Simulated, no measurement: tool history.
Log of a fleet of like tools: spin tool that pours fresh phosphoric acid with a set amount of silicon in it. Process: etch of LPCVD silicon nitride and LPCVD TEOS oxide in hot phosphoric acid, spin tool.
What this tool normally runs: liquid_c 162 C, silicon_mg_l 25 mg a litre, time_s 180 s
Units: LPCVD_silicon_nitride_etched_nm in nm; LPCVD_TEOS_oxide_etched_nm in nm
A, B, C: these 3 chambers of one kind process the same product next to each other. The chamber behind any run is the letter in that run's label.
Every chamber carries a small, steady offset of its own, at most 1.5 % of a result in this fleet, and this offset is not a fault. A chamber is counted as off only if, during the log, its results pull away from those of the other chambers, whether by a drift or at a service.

run	hour	liquid_c	silicon_mg_l	time_s	read-back film thickness of the LPCVD silicon nitride reference wafer, read on the same gauge (nm)	read-back film thickness of the LPCVD TEOS oxide reference wafer, read on the same gauge (nm)	LPCVD_silicon_nitride_etched_nm	LPCVD_TEOS_oxide_etched_nm
1C	4.8	162	25	180	140.01	139.99	14.846	0.19639
2A	8.1	162	25	180	139.99	140	14.867	0.2336
3B	12.2	162	25	180	140	140.01	14.786	0.21265
4A	17.4	162	25	180	139.99	140.01	14.975	0.20304
5C	23	162	25	180	139.98	139.99	14.954	0.1759
6B	26	162	25	180	140.02	139.99	14.859	0.1839
7C	31.4	162	25	180	139.99	140.02	14.83	0.19412
8A	36.8	159	25	125	140.01	140.02	9.3172	0.10594
9B	42.1	159	25	125	139.97	139.99	9.2428	0.13305
10A	44.6	159	25	125	140.01	140.01	9.3731	0.10925
11C	48	162	25	180	140.01	139.99	14.727	0.23242
12B	52.6	162	25	180	139.99	140	14.926	0.2182
13B	57.7	162	25	180	139.99	139.99	14.828	0.25219
14A	60.2	162	25	180	140	139.97	14.903	0.22738
15C	64	162	25	180	139.97	140	15.006	0.26542
16A	67.4	162	25	180	139.98	140.01	15.051	0.22646
17B	72.3	162	25	180	140.02	140	14.639	0.22448
18C	76.3	162	25	180	139.99	140	15.003	0.2272
# hour 77.7: chamber C: thermometer replaced
19C	79.5	162	25	180	140	140	14.977	0.24278
20B	83.2	162	25	180	140	140.01	14.792	0.21335
21A	87.3	162	25	180	140.02	140	14.763	0.17361
22A	91.8	162	25	180	139.99	139.98	14.992	0.26563
23B	97	162	25	180	139.99	140.03	14.74	0.19809
24C	101.4	162	25	180	140.01	139.99	14.956	0.26187
25A	103.8	162	25	180	139.99	140	15.019	0.18616
26C	107.5	164.5	15.5	180	140.01	140	16.193	0.40624
27B	111.7	164.5	15.5	180	139.99	139.98	16.029	0.35006

The same settings go to every chamber for the next run, one line per chamber below. Forecast the results for each:
28A	115.8	164	25	180			?	?
28B	115.8	164	25	180			?	?
28C	115.8	164	25	180			?	?

run	LPCVD_silicon_nitride_etched_nm	LPCVD_TEOS_oxide_etched_nm
28A	16.075	0.29442
28B	15.707	0.22856
28C	15.954	0.21407

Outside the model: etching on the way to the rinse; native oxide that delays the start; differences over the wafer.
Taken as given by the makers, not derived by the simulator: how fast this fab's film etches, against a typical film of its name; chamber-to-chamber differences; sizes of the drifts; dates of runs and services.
